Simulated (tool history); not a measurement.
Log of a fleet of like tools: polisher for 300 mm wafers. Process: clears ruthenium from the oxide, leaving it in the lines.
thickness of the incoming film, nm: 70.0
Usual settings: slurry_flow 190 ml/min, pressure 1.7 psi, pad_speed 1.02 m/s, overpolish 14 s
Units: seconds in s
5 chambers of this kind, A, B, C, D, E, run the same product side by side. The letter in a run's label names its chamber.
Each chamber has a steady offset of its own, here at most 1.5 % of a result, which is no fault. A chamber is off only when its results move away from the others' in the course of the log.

{"hour": 3.8, "done": "chamber A: worn pad replaced by a new one"}
{"hour": 4.7, "done": "chamber B: worn pad replaced by a new one"}
{"run": "1E", "hour": 5.9, "slurry_flow": 190, "pressure": 1.7, "pad_speed": 1.02, "overpolish": 14, "seconds": 65.798}
{"hour": 7.2, "done": "chamber D: worn pad replaced by a new one"}
{"run": "2D", "hour": 11.7, "slurry_flow": 190, "pressure": 1.7, "pad_speed": 1.02, "overpolish": 14, "seconds": 64.692}
{"run": "3A", "hour": 15.0, "slurry_flow": 190, "pressure": 1.7, "pad_speed": 1.02, "overpolish": 14, "seconds": 64.805}
{"run": "4B", "hour": 20.1, "slurry_flow": 190, "pressure": 1.7, "pad_speed": 1.02, "overpolish": 14, "seconds": 65.678}
{"run": "5C", "hour": 23.4, "slurry_flow": 190, "pressure": 1.3, "pad_speed": 1.02, "overpolish": 20, "seconds": 86.778}
{"run": "6E", "hour": 27.8, "slurry_flow": 190, "pressure": 1.3, "pad_speed": 1.02, "overpolish": 20, "seconds": 86.481}
{"hour": 29.9, "done": "chamber C: worn pad replaced by a new one"}
{"run": "7A", "hour": 31.3, "slurry_flow": 190, "pressure": 1.3, "pad_speed": 1.02, "overpolish": 20, "seconds": 85.397}
{"run": "8C", "hour": 35.0, "slurry_flow": 190, "pressure": 1.3, "pad_speed": 1.02, "overpolish": 20, "seconds": 86.671}
{"hour": 36.5, "done": "chamber C: slurry nozzle cleaned"}
{"run": "9B", "hour": 41.6, "slurry_flow": 190, "pressure": 1.3, "pad_speed": 1.02, "overpolish": 20, "seconds": 84.993}
{"run": "10D", "hour": 44.9, "slurry_flow": 190, "pressure": 1.5, "pad_speed": 1.02, "overpolish": 20, "seconds": 71.527}
{"run": "11D", "hour": 48.9, "slurry_flow": 190, "pressure": 1.5, "pad_speed": 1.02, "overpolish": 20, "seconds": 74.857}
{"hour": 53.5, "done": "chamber A: worn pad replaced by a new one"}
{"run": "12E", "hour": 53.7, "slurry_flow": 190, "pressure": 1.5, "pad_speed": 1.02, "overpolish": 20, "seconds": 74.964}
{"hour": 54.8, "done": "chamber D: worn pad replaced by a new one"}
{"run": "13C", "hour": 59.1, "slurry_flow": 190, "pressure": 1.5, "pad_speed": 1.02, "overpolish": 20, "seconds": 74.342}
{"run": "14B", "hour": 62.5, "slurry_flow": 190, "pressure": 1.5, "pad_speed": 1.02, "overpolish": 20, "seconds": 76.715}
{"run": "15A", "hour": 67.4, "slurry_flow": 190, "pressure": 1.7, "pad_speed": 1.02, "overpolish": 14, "seconds": 67.859}
{"hour": 68.3, "done": "chamber E: worn pad replaced by a new one"}
{"hour": 68.6, "done": "chamber B: worn pad replaced by a new one"}
{"run": "16C", "hour": 70.9, "slurry_flow": 190, "pressure": 1.7, "pad_speed": 1.02, "overpolish": 14, "seconds": 65.281}
{"run": "17D", "hour": 73.9, "slurry_flow": 190, "pressure": 1.7, "pad_speed": 1.02, "overpolish": 14, "seconds": 65.479}
{"hour": 78.8, "done": "chamber C: head pressure recalibrated"}
{"run": "18E", "hour": 80.0, "slurry_flow": 190, "pressure": 1.7, "pad_speed": 1.02, "overpolish": 14, "seconds": 65.195}
{"run": "19B", "hour": 86.4, "slurry_flow": 190, "pressure": 1.7, "pad_speed": 1.02, "overpolish": 14, "seconds": 65.981}
{"run": "20A", "hour": 92.3, "slurry_flow": 190, "pressure": 1.7, "pad_speed": 1.02, "overpolish": 14, "seconds": 67.74}
{"run": "21E", "hour": 99.0, "slurry_flow": 190, "pressure": 1.7, "pad_speed": 1.02, "overpolish": 14, "seconds": 66.788}
{"hour": 101.7, "done": "chamber B: head pressure recalibrated"}
{"run": "22D", "hour": 104.7, "slurry_flow": 190, "pressure": 1.7, "pad_speed": 1.02, "overpolish": 14, "seconds": 63.633}
{"hour": 106.6, "done": "chamber D: worn pad replaced by a new one"}
{"hour": 107.4, "done": "chamber A: worn pad replaced by a new one"}
{"run": "23B", "hour": 110.1, "slurry_flow": 190, "pressure": 1.7, "pad_speed": 1.02, "overpolish": 14, "seconds": 65.986}
{"run": "24A", "hour": 114.6, "slurry_flow": 190, "pressure": 1.7, "pad_speed": 1.02, "overpolish": 14, "seconds": 68.08}
{"run": "25C", "hour": 121.2, "slurry_flow": 190, "pressure": 1.7, "pad_speed": 1.02, "overpolish": 14, "seconds": 65.326}
{"hour": 124.3, "done": "chamber B: worn pad replaced by a new one"}
{"run": "26D", "hour": 125.7, "slurry_flow": 190, "pressure": 1.7, "pad_speed": 1.02, "overpolish": 14, "seconds": 64.126}
{"run": "27A", "hour": 129.6, "slurry_flow": 190, "pressure": 1.7, "pad_speed": 1.02, "overpolish": 14, "seconds": 67.655}
{"run": "28C", "hour": 134.4, "slurry_flow": 190, "pressure": 1.7, "pad_speed": 1.02, "overpolish": 14, "seconds": 65.778}
{"run": "29E", "hour": 140.3, "slurry_flow": 190, "pressure": 1.7, "pad_speed": 1.02, "overpolish": 14, "seconds": 64.952}
{"run": "30B", "hour": 144.7, "slurry_flow": 190, "pressure": 1.7, "pad_speed": 1.02, "overpolish": 14, "seconds": 65.939}
{"run": "31B", "hour": 150.2, "slurry_flow": 190, "pressure": 1.7, "pad_speed": 1.02, "overpolish": 14, "seconds": 66.007}
{"hour": 150.3, "done": "chamber D: worn pad replaced by a new one"}
{"run": "32E", "hour": 155.1, "slurry_flow": 190, "pressure": 1.7, "pad_speed": 0.72, "overpolish": 14, "seconds": 92.743}
{"hour": 156.2, "done": "chamber C: worn pad replaced by a new one"}
{"run": "33C", "hour": 159.2, "slurry_flow": 190, "pressure": 1.7, "pad_speed": 0.72, "overpolish": 14, "seconds": 89.379}
{"hour": 163.0, "done": "chamber D: slurry nozzle cleaned"}
{"run": "34A", "hour": 166.0, "slurry_flow": 190, "pressure": 1.7, "pad_speed": 0.72, "overpolish": 14, "seconds": 98.168}
{"run": "35D", "hour": 171.9, "slurry_flow": 190, "pressure": 1.7, "pad_speed": 0.72, "overpolish": 14, "seconds": 92.755}
{"run": "36D", "hour": 177.3, "slurry_flow": 190, "pressure": 1.7, "pad_speed": 0.72, "overpolish": 14, "seconds": 93.539}
{"run": "37E", "hour": 181.1, "slurry_flow": 190, "pressure": 1.7, "pad_speed": 1.02, "overpolish": 14, "seconds": 65.483}

What goes on in this fleet: one chamber off, a drifting gauge, or nothing beyond the chambers' own small offsets? Name the chamber and the cause, if any.

Chamber A drifts away from the others.
Cause: head's pressure below its setpoint, % = 9.88.
The log may not tell that from: slurry flow missing at the pad, %.

Here are 4 candidates for chamber A's next run, each the usual settings with a change, their results left as question marks. Which one brings its results back in line with what the others give on the usual settings?
In line means no further than this from the other chambers' mean on the usual settings: seconds 2.8 s
{"run": "38A-1", "hour": 186.1, "slurry_flow": 190, "pressure": 2, "pad_speed": 1.02, "overpolish": 14, "seconds": "?"}
{"run": "38A-2", "hour": 186.1, "slurry_flow": 185, "pressure": 1.7, "pad_speed": 0.86, "overpolish": 14, "seconds": "?"}
{"run": "38A-3", "hour": 186.1, "slurry_flow": 190, "pressure": 1.7, "pad_speed": 1.12, "overpolish": 14, "seconds": "?"}
{"run": "38A-4", "hour": 186.1, "slurry_flow": 115, "pressure": 1.7, "pad_speed": 1.02, "overpolish": 14, "seconds": "?"}

The other chambers' mean on the usual settings: seconds 65.497 s
run=38A-1 seconds=60.684
run=38A-2 seconds=84.867
run=38A-3 seconds=65.04
run=38A-4 seconds=78.166
38A-3 brings the chamber back in line.

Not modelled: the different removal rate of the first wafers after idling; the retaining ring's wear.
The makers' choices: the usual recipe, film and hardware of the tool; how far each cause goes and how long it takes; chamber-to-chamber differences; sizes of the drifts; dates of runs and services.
